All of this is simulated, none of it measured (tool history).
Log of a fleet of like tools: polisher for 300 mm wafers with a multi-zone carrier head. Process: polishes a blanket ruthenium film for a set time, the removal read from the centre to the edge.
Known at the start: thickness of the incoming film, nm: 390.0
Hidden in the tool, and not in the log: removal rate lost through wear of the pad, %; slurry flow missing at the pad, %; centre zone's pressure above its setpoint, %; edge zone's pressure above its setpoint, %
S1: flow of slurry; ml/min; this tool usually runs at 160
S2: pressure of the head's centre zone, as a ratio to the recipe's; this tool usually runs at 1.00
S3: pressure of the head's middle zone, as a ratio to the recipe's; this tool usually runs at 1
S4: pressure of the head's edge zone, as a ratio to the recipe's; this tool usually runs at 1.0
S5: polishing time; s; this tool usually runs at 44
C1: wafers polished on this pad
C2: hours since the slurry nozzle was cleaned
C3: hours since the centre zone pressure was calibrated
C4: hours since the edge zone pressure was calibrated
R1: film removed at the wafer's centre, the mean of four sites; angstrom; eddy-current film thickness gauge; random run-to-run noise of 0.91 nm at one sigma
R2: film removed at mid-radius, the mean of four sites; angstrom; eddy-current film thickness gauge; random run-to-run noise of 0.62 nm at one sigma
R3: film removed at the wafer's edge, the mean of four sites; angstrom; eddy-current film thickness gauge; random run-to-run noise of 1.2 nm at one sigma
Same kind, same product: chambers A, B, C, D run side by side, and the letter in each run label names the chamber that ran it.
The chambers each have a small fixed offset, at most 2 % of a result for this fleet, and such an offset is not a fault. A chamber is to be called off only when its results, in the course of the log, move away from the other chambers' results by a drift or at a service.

Run 1B, hour 5.2: usual settings; C1 83; C2 211.7; C3 957.4; C4 1104.2. Result: R1 917.80 angstrom, R2 899.72 angstrom, R3 902.58 angstrom.
Run 2A, hour 10.3: usual settings; C1 308; C2 755.6; C3 46.7; C4 693.9. Result: R1 898.13 angstrom, R2 914.67 angstrom, R3 904.19 angstrom.
Run 3D, hour 15.1: usual settings; C1 443; C2 72.2; C3 335.6; C4 404.6. Result: R1 898.57 angstrom, R2 912.59 angstrom, R3 893.28 angstrom.
Run 4C, hour 18.1: usual settings; C1 719; C2 275.0; C3 212.2; C4 329.5. Result: R1 908.94 angstrom, R2 885.49 angstrom, R3 917.85 angstrom.
Run 5A, hour 22.7: usual settings; C1 442; C2 768.0; C3 59.1; C4 706.3. Result: R1 901.80 angstrom, R2 918.52 angstrom, R3 907.93 angstrom.
At hour 24.4: chamber A: slurry nozzle cleaned.
At hour 25.2: chamber A: edge zone pressure recalibrated.
Run 6C, hour 27.8: usual settings; C1 825; C2 284.7; C3 221.9; C4 339.2. Result: R1 916.68 angstrom, R2 887.80 angstrom, R3 879.56 angstrom.
At hour 30.1: chamber C: worn pad replaced by a new one.
Run 7D, hour 31.7: usual settings; C1 624; C2 88.8; C3 352.2; C4 421.2. Result: R1 913.91 angstrom, R2 903.50 angstrom, R3 908.01 angstrom.
Run 8B, hour 35.4: usual settings but S1 135 ml/min; C1 411; C2 241.9; C3 987.6; C4 1134.4. Result: R1 873.27 angstrom, R2 880.86 angstrom, R3 896.58 angstrom.
Run 9B, hour 41.1: usual settings but S1 135 ml/min; C1 473; C2 247.6; C3 993.3; C4 1140.1. Result: R1 865.10 angstrom, R2 882.85 angstrom, R3 889.17 angstrom.
Run 10C, hour 44.6: usual settings but S1 135 ml/min; C1 157; C2 301.5; C3 238.7; C4 356.0. Result: R1 885.33 angstrom, R2 876.26 angstrom, R3 872.56 angstrom.
Run 11A, hour 49.0: usual settings but S1 135 ml/min; C1 729; C2 24.6; C3 85.4; C4 23.8. Result: R1 869.91 angstrom, R2 887.28 angstrom, R3 885.67 angstrom.
Run 12D, hour 54.2: usual settings; C1 869; C2 111.3; C3 374.7; C4 443.7. Result: R1 910.86 angstrom, R2 920.55 angstrom, R3 937.35 angstrom.
Run 13A, hour 57.9: usual settings; C1 826; C2 33.5; C3 94.3; C4 32.7. Result: R1 907.56 angstrom, R2 916.24 angstrom, R3 893.86 angstrom.
At hour 62.0: chamber B: centre zone pressure recalibrated.
Run 14D, hour 62.5: usual settings; C1 959; C2 119.6; C3 383.0; C4 452.0. Result: R1 908.85 angstrom, R2 906.91 angstrom, R3 896.42 angstrom.
Run 15B, hour 67.7: usual settings; C1 763; C2 274.2; C3 5.7; C4 1166.7. Result: R1 989.74 angstrom, R2 907.91 angstrom, R3 913.61 angstrom.
Run 16C, hour 70.6: usual settings; C1 440; C2 327.5; C3 264.7; C4 382.0. Result: R1 890.36 angstrom, R2 896.56 angstrom, R3 915.08 angstrom.
At hour 71.3: chamber A: worn pad replaced by a new one.
Run 17C, hour 74.5: usual settings; C1 483; C2 331.4; C3 268.6; C4 385.9. Result: R1 934.50 angstrom, R2 884.98 angstrom, R3 904.89 angstrom.
Run 18D, hour 77.9: usual settings but S4 1.1; C1 1127; C2 135.0; C3 398.4; C4 467.4. Result: R1 905.72 angstrom, R2 904.66 angstrom, R3 943.25 angstrom.
Run 19A, hour 81.0: usual settings but S4 1.1; C1 106; C2 56.6; C3 117.4; C4 55.8. Result: R1 890.35 angstrom, R2 914.81 angstrom, R3 952.31 angstrom.
Run 20B, hour 84.5: usual settings but S4 1.1; C1 946; C2 291.0; C3 22.5; C4 1183.5. Result: R1 977.68 angstrom, R2 899.11 angstrom, R3 956.84 angstrom.
At hour 85.2: chamber B: slurry nozzle cleaned.
Run 21D, hour 88.9: usual settings but S4 1.1; C1 1246; C2 146.0; C3 409.4; C4 478.4. Result: R1 905.90 angstrom, R2 909.66 angstrom, R3 956.75 angstrom.
At hour 92.4: chamber B: worn pad replaced by a new one.
Run 22C, hour 92.8: usual settings; C1 682; C2 349.7; C3 286.9; C4 404.2. Result: R1 923.05 angstrom, R2 912.00 angstrom, R3 915.60 angstrom.
Run 23A, hour 95.7: usual settings; C1 266; C2 71.3; C3 132.1; C4 70.5. Result: R1 897.23 angstrom, R2 920.18 angstrom, R3 918.59 angstrom.
Run 24B, hour 98.9: usual settings; C1 71; C2 13.8; C3 36.9; C4 1197.9. Result: R1 970.62 angstrom, R2 905.72 angstrom, R3 909.56 angstrom.
At hour 99.7: chamber D: worn pad replaced by a new one.
Run 25B, hour 103.3: usual settings; C1 119; C2 18.2; C3 41.3; C4 1202.3. Result: R1 996.05 angstrom, R2 898.38 angstrom, R3 909.36 angstrom.
Run 26D, hour 108.3: usual settings; C1 94; C2 165.4; C3 428.8; C4 497.8. Result: R1 897.79 angstrom, R2 910.06 angstrom, R3 885.75 angstrom.
At hour 113.9: chamber C: worn pad replaced by a new one.
Run 27A, hour 114.1: usual settings but S2 0.92; C1 466; C2 89.7; C3 150.5; C4 88.9. Result: R1 821.44 angstrom, R2 915.38 angstrom, R3 908.73 angstrom.
Run 28C, hour 118.6: usual settings but S2 0.92; C1 51; C2 375.5; C3 312.7; C4 430.0. Result: R1 832.83 angstrom, R2 900.45 angstrom, R3 894.03 angstrom.
Run 29C, hour 122.2: usual settings but S2 0.92; C1 90; C2 379.1; C3 316.3; C4 433.6. Result: R1 831.05 angstrom, R2 900.27 angstrom, R3 904.06 angstrom.
Run 30D, hour 127.4: usual settings but S2 0.92; C1 302; C2 184.5; C3 447.9; C4 516.9. Result: R1 842.36 angstrom, R2 913.10 angstrom, R3 896.39 angstrom.
Run 31B, hour 131.4: usual settings; C1 425; C2 46.3; C3 69.4; C4 1230.4. Result: R1 971.62 angstrom, R2 904.49 angstrom, R3 895.52 angstrom.
Run 32A, hour 135.5: usual settings; C1 699; C2 111.1; C3 171.9; C4 110.3. Result: R1 906.23 angstrom, R2 913.29 angstrom, R3 902.99 angstrom.
Run 33A, hour 141.6: usual settings; C1 766; C2 117.2; C3 178.0; C4 116.4. Result: R1 910.80 angstrom, R2 909.29 angstrom, R3 908.14 angstrom.
Run 34D, hour 145.8: usual settings; C1 502; C2 202.9; C3 466.3; C4 535.3. Result: R1 905.94 angstrom, R2 900.24 angstrom, R3 926.39 angstrom.

For the next run the whole fleet of 4 chambers uses the same settings. Give each chamber's results:
Run 35A, hour 150.2: usual settings. Result: R1 ?, R2 ?, R3 ?.
Run 35B, hour 150.2: usual settings. Result: R1 ?, R2 ?, R3 ?.
Run 35C, hour 150.2: usual settings. Result: R1 ?, R2 ?, R3 ?.
Run 35D, hour 150.2: usual settings. Result: R1 ?, R2 ?, R3 ?.

run      R1      R2      R3
35A  910.53  909.88  898.15
35B  988.03  905.17  925.45
35C  913.33  896.79  892.82
35D  905.97  919.88  910.86

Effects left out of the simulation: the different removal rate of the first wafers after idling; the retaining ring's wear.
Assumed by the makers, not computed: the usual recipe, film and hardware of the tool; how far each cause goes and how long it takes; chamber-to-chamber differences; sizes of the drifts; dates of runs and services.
